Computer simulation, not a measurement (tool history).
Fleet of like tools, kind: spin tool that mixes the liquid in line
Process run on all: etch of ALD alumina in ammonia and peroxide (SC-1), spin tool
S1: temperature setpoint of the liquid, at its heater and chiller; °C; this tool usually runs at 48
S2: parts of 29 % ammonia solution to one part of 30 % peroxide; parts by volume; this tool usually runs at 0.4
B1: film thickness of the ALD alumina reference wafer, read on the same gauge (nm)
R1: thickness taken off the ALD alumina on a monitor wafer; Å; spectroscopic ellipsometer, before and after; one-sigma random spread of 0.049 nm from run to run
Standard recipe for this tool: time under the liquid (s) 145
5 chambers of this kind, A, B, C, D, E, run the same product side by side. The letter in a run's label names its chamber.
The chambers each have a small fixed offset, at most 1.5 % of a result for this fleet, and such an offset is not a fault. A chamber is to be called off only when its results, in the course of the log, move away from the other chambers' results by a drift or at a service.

run 1B hour=2.4 | S1=48 S2=0.4 time_under_the_liquid_(s)=145 | B1=99.975 | R1=69.194
run 2C hour=6.9 | S1=48 S2=0.4 time_under_the_liquid_(s)=145 | B1=100.03 | R1=71.105
run 3D hour=12.1 | S1=48 S2=0.4 time_under_the_liquid_(s)=145 | B1=99.963 | R1=68.998
run 4E hour=15.3 | S1=48 S2=0.4 time_under_the_liquid_(s)=145 | B1=100.04 | R1=70.009
-- hour=17.7 chamber C: new drum of ammonia solution connected
run 5A hour=19.8 | S1=48 S2=0.4 time_under_the_liquid_(s)=145 | B1=99.976 | R1=70.347
run 6E hour=23.3 | S1=48 S2=0.4 time_under_the_liquid_(s)=145 | B1=99.974 | R1=70.381
run 7B hour=27.6 | S1=48 S2=0.4 time_under_the_liquid_(s)=145 | B1=100.01 | R1=70.076
run 8C hour=33.1 | S1=48 S2=0.4 time_under_the_liquid_(s)=145 | B1=99.975 | R1=70.279
run 9A hour=35.7 | S1=40.5 S2=0.4 time_under_the_liquid_(s)=145 | B1=100.04 | R1=45.358
run 10D hour=38.7 | S1=40.5 S2=0.4 time_under_the_liquid_(s)=145 | B1=100 | R1=45.492
run 11A hour=42 | S1=40.5 S2=0.4 time_under_the_liquid_(s)=145 | B1=99.979 | R1=45.46
run 12E hour=45.2 | S1=40.5 S2=0.4 time_under_the_liquid_(s)=145 | B1=100.02 | R1=45.404
run 13C hour=48.9 | S1=40.5 S2=0.4 time_under_the_liquid_(s)=145 | B1=100.01 | R1=46.586
run 14B hour=52.7 | S1=48 S2=0.4 time_under_the_liquid_(s)=145 | B1=99.954 | R1=70.265
run 15D hour=55 | S1=48 S2=0.4 time_under_the_liquid_(s)=145 | B1=99.952 | R1=68.745
run 16A hour=58.4 | S1=48 S2=0.4 time_under_the_liquid_(s)=145 | B1=100.01 | R1=69.822
run 17C hour=62.4 | S1=48 S2=0.4 time_under_the_liquid_(s)=145 | B1=100.02 | R1=70.31
run 18E hour=66.1 | S1=48 S2=0.5 time_under_the_liquid_(s)=145 | B1=99.978 | R1=71.522
run 19D hour=71.3 | S1=48 S2=0.5 time_under_the_liquid_(s)=145 | B1=100 | R1=71.43
run 20B hour=76.5 | S1=48 S2=0.5 time_under_the_liquid_(s)=145 | B1=100.02 | R1=70.846
run 21D hour=81.3 | S1=48 S2=0.5 time_under_the_liquid_(s)=145 | B1=99.948 | R1=70.994
run 22B hour=84 | S1=48 S2=0.5 time_under_the_liquid_(s)=145 | B1=99.953 | R1=70.937
run 23A hour=87.4 | S1=48 S2=0.4 time_under_the_liquid_(s)=115 | B1=100 | R1=54.845
run 24E hour=90.9 | S1=48 S2=0.4 time_under_the_liquid_(s)=115 | B1=100.02 | R1=55.617
run 25C hour=96 | S1=48 S2=0.4 time_under_the_liquid_(s)=115 | B1=100 | R1=54.617
run 26E hour=99.2 | S1=48 S2=0.4 time_under_the_liquid_(s)=115 | B1=100.01 | R1=55.13
run 27D hour=102.6 | S1=48 S2=0.4 time_under_the_liquid_(s)=115 | B1=100.02 | R1=54.642
run 28C hour=105.1 | S1=48 S2=0.4 time_under_the_liquid_(s)=95 | B1=99.969 | R1=45.024
run 29A hour=108 | S1=48 S2=0.4 time_under_the_liquid_(s)=95 | B1=99.989 | R1=45.345
run 30B hour=112.5 | S1=48 S2=0.4 time_under_the_liquid_(s)=95 | B1=99.988 | R1=45.574
run 31B hour=117 | S1=48 S2=0.4 time_under_the_liquid_(s)=95 | B1=99.989 | R1=45.532
run 32D hour=122.4 | S1=48 S2=0.4 time_under_the_liquid_(s)=95 | B1=99.992 | R1=45.299
run 33A hour=125.7 | S1=48 S2=0.4 time_under_the_liquid_(s)=145 | B1=99.96 | R1=69.111

Is one chamber out of step, is the gauge drifting, or do the chambers differ by no more than their own small offsets? For an off chamber, give its letter and the likeliest cause.

It is chamber C that slowly wanders off from its peers.
Cause: liquid colder than its thermometer reads (K) = 1.03.
With only this log, it may be confused with: temperature lost on the way to the wafer (K).

Here are 4 candidates for chamber C's next run, each the usual settings with a change, their results left as question marks. Which one brings its results back in line with what the others give on the usual settings?
Maximum distance from the other chambers' mean on the usual settings for a result to count as in line: R1 1.7 Å
run 34C-1 hour=129.7 | S1=48 S2=0.55 time_under_the_liquid_(s)=145 | R1=?
run 34C-2 hour=129.7 | S1=48 S2=0.25 time_under_the_liquid_(s)=145 | R1=?
run 34C-3 hour=129.7 | S1=47 S2=0.4 time_under_the_liquid_(s)=140 | R1=?
run 34C-4 hour=129.7 | S1=49.5 S2=0.4 time_under_the_liquid_(s)=145 | R1=?

Usual-settings mean across the other chambers: R1 69.513 Å
run=34C-1 R1=68.873
run=34C-2 R1=63.88
run=34C-3 R1=61.011
run=34C-4 R1=72.616
The answer is 34C-1, which returns the chamber to within the allowed miss of the others.
